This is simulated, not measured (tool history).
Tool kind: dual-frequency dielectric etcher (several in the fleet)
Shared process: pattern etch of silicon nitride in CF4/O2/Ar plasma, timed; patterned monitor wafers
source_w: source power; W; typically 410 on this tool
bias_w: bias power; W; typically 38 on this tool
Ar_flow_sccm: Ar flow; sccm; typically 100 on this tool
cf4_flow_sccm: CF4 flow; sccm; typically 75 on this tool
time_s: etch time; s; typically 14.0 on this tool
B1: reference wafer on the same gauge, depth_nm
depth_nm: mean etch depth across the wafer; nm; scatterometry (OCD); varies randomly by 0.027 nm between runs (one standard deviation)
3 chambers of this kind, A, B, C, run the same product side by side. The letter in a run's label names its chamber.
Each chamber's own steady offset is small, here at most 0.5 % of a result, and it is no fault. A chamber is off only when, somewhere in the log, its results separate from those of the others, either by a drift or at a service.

Run 1C, hour 5.3: usual settings; B1 20.600. Result: depth_nm 19.398 nm.
Run 2B, hour 8.8: usual settings; B1 20.588. Result: depth_nm 19.389 nm.
Run 3A, hour 13.5: usual settings; B1 20.591. Result: depth_nm 19.320 nm.
Run 4C, hour 19.6: usual settings; B1 20.582. Result: depth_nm 19.372 nm.
Run 5A, hour 23.7: usual settings but source_w 340 W, cf4_flow_sccm 92 sccm; B1 20.581. Result: depth_nm 16.892 nm.
Run 6B, hour 28.3: usual settings but source_w 340 W, cf4_flow_sccm 92 sccm; B1 20.577. Result: depth_nm 16.880 nm.
Run 7A, hour 34.0: usual settings but source_w 340 W, cf4_flow_sccm 92 sccm; B1 20.572. Result: depth_nm 16.861 nm.
Run 8C, hour 37.7: usual settings; B1 20.568. Result: depth_nm 19.365 nm.
Run 9B, hour 44.5: usual settings; B1 20.565. Result: depth_nm 19.393 nm.
Run 10A, hour 49.0: usual settings; B1 20.554. Result: depth_nm 19.307 nm.
Run 11C, hour 54.9: usual settings; B1 20.551. Result: depth_nm 19.390 nm.
Run 12B, hour 60.4: usual settings; B1 20.554. Result: depth_nm 19.363 nm.
Run 13B, hour 66.6: usual settings but cf4_flow_sccm 88 sccm; B1 20.555. Result: depth_nm 19.796 nm.
Run 14A, hour 72.9: usual settings but cf4_flow_sccm 88 sccm; B1 20.546. Result: depth_nm 19.741 nm.
Run 15C, hour 78.2: usual settings but cf4_flow_sccm 88 sccm; B1 20.532. Result: depth_nm 19.750 nm.
Run 16B, hour 83.7: usual settings; B1 20.537. Result: depth_nm 19.334 nm.
Run 17A, hour 90.0: usual settings; B1 20.534. Result: depth_nm 19.304 nm.
At hour 90.7: chamber A: source power generator calibrated.
Run 18C, hour 93.9: usual settings but Ar_flow_sccm 113 sccm, cf4_flow_sccm 68 sccm; B1 20.529. Result: depth_nm 18.766 nm.
Run 19C, hour 98.3: usual settings but Ar_flow_sccm 113 sccm, cf4_flow_sccm 68 sccm; B1 20.517. Result: depth_nm 18.698 nm.
Run 20A, hour 102.3: usual settings but Ar_flow_sccm 113 sccm, cf4_flow_sccm 68 sccm; B1 20.522. Result: depth_nm 18.664 nm.
Run 21B, hour 106.1: usual settings; B1 20.511. Result: depth_nm 19.378 nm.
Run 22B, hour 111.4: usual settings; B1 20.515. Result: depth_nm 19.352 nm.
Run 23C, hour 116.3: usual settings but Ar_flow_sccm 76 sccm, time_s 17.5 s; B1 20.509. Result: depth_nm 25.115 nm.
Run 24A, hour 122.1: usual settings but Ar_flow_sccm 76 sccm, time_s 17.5 s; B1 20.509. Result: depth_nm 25.109 nm.
Run 25C, hour 127.5: usual settings but Ar_flow_sccm 76 sccm, time_s 17.5 s; B1 20.497. Result: depth_nm 25.124 nm.
Run 26B, hour 131.5: usual settings; B1 20.489. Result: depth_nm 19.335 nm.
Run 27A, hour 138.3: usual settings; B1 20.495. Result: depth_nm 19.246 nm.
Run 28B, hour 144.3: usual settings; B1 20.490. Result: depth_nm 19.261 nm.
Run 29A, hour 148.2: usual settings; B1 20.481. Result: depth_nm 19.222 nm.

Decide between three cases: one chamber stands off from its peers, the gauge reading all wafers drifts, or nothing is wrong past each chamber's small offset. Where a chamber is off, say which and what most likely put it there.

The gauge drifts, so all chambers seem to drift together. No chamber is off.
Cause: gauge reads low (%) = 0.582.
